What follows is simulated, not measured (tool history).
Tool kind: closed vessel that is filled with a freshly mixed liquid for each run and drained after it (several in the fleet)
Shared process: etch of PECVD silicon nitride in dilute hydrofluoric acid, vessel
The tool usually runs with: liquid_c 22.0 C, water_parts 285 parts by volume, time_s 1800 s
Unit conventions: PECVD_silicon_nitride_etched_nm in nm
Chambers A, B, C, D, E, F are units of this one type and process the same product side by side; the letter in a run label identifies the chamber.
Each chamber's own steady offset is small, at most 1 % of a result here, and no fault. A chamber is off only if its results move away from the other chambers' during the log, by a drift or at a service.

run   hour  liquid_c  water_parts  time_s  hours since the thermometer was replaced  hours since the hydrofluoric acid flow meter was replaced  read-back film thickness of the PECVD silicon nitride reference wafer, read on the same gauge (nm)  PECVD_silicon_nitride_etched_nm
 1F    3.7      22.0          285    1800                                     446.2                                                      980.2                                                                                              29.999                           19.122
 2B    6.5      22.0          285    1800                                     752.8                                                      372.9                                                                                              30.037                           19.116
 3E    8.7      22.0          285    1800                                     425.1                                                      917.5                                                                                              30.007                           19.360
 4A   12.1      22.0          285    1800                                     799.1                                                      628.8                                                                                              30.020                           19.360
 5D   14.3      22.0          285    1800                                    1231.8                                                      359.9                                                                                              30.014                           19.153
 6C   18.4      22.0          285    1800                                    1710.0                                                     1668.3                                                                                              29.993                           18.873
      22.1  -- chamber A: hydrofluoric acid flow meter replaced
 7D   23.0      22.0          395    1800                                    1240.5                                                      368.6                                                                                              30.040                           14.145
 8A   26.6      22.0          395    1800                                     813.6                                                        4.5                                                                                              30.065                           13.977
 9C   30.2      22.0          395    1800                                    1721.8                                                     1680.1                                                                                              30.006                           13.768
10F   34.4      22.0          395    1800                                     476.9                                                     1010.9                                                                                              30.015                           13.906
11B   37.9      22.0          395    1800                                     784.2                                                      404.3                                                                                              29.984                           13.974
12E   41.7      22.0          395    1800                                     458.1                                                      950.5                                                                                              29.977                           14.041
13B   45.1      22.0          155    1800                                     791.4                                                      411.5                                                                                              30.022                           33.966
14E   49.3      22.0          155    1800                                     465.7                                                      958.1                                                                                              29.984                           35.598
15D   52.8      22.0          155    1800                                    1270.3                                                      398.4                                                                                              30.033                           34.205
16A   56.9      22.0          155    1800                                     843.9                                                       34.8                                                                                              29.933                           35.469
17F   60.8      22.0          155    1800                                     503.3                                                     1037.3                                                                                              30.004                           35.057
18C   63.8      22.0          155    1800                                    1755.4                                                     1713.7                                                                                              29.997                           34.379
19D   66.5      23.5          285    1800                                    1284.0                                                      412.1                                                                                              30.029                           20.915
20A   68.5      23.5          285    1800                                     855.5                                                       46.4                                                                                              30.025                           21.145
21C   71.2      23.5          285    1800                                    1762.8                                                     1721.1                                                                                              29.993                           20.794
22F   74.0      23.5          285    1800                                     516.5                                                     1050.5                                                                                              29.983                           20.787
23B   76.2      23.5          285    1800                                     822.5                                                      442.6                                                                                              30.008                           20.985
24E   78.8      23.5          285    1800                                     495.2                                                      987.6                                                                                              29.975                           21.339
25E   81.7      22.0          285    1800                                     498.1                                                      990.5                                                                                              30.032                           19.405
26D   85.9      26.5          285    1800                                    1303.4                                                      431.5                                                                                              30.053                           25.041
27A   89.1      26.5          285    1800                                     876.1                                                       67.0                                                                                              30.008                           25.151
28B   93.5      26.5          285    1800                                     839.8                                                      459.9                                                                                              29.973                           25.393
29F   98.1      26.5          285    1800                                     540.6                                                     1074.6                                                                                              30.015                           24.915
30C  100.7      26.5          285    1800                                    1792.3                                                     1750.6                                                                                              29.985                           25.084
31B  104.9      26.5          285    1800                                     851.2                                                      471.3                                                                                              29.975                           25.254
32E  107.6      26.5          285     775                                     524.0                                                     1016.4                                                                                              29.974                           11.009
33C  110.2      26.5          285     775                                    1801.8                                                     1760.1                                                                                              29.986                           10.738
34D  114.9      26.5          285     775                                    1332.4                                                      460.5                                                                                              29.992                           10.845
35A  118.3      26.5          285     775                                     905.3                                                       96.2                                                                                              30.005                           10.807
36F  120.6      26.5          285     775                                     563.1                                                     1097.1                                                                                              30.032                           10.532
37C  124.1      26.5          285     775                                    1815.7                                                     1774.0                                                                                              30.004                           10.749
38D  126.2      25.5          285    1800                                    1343.7                                                      471.8                                                                                              30.042                           23.692
39B  129.4      25.5          285    1800                                     875.7                                                      495.8                                                                                              29.990                           23.937

One chamber off, gauge drift, or nothing amiss beyond the chambers' own small offsets? If it is a chamber, which one, and what is the likeliest cause?

Little by little, chamber F moves away from the other chambers.
Likeliest cause: liquid colder than its thermometer reads (K) = 0.756.
The log may not tell that from: hydrofluoric acid flow below the setpoint (%).

Chamber F could run next with any of the 4 candidate recipes listed below; each alters the usual settings, and their results appear as question marks. Which one brings its results back in line with what the other chambers deliver on the usual settings?
Allowed miss from the other chambers' usual-settings mean, per result, to count as in line: PECVD_silicon_nitride_etched_nm 0.380 nm
40F-1  132.7      22.0          295    1705                                                                                                                                                                                                                                         ?
40F-2  132.7      22.0          275    1895                                                                                                                                                                                                                                         ?
40F-3  132.7      22.0          285    1880                                                                                                                                                                                                                                         ?
40F-4  132.7      22.0          290    1750                                                                                                                                                                                                                                         ?

Other chambers, usual settings, mean: PECVD_silicon_nitride_etched_nm 19.202 nm
  run  PECVD_silicon_nitride_etched_nm
40F-1                           16.773
40F-2                           19.959
40F-3                           19.125
40F-4                           17.504
It is 40F-3 that realigns the chamber with its peers.
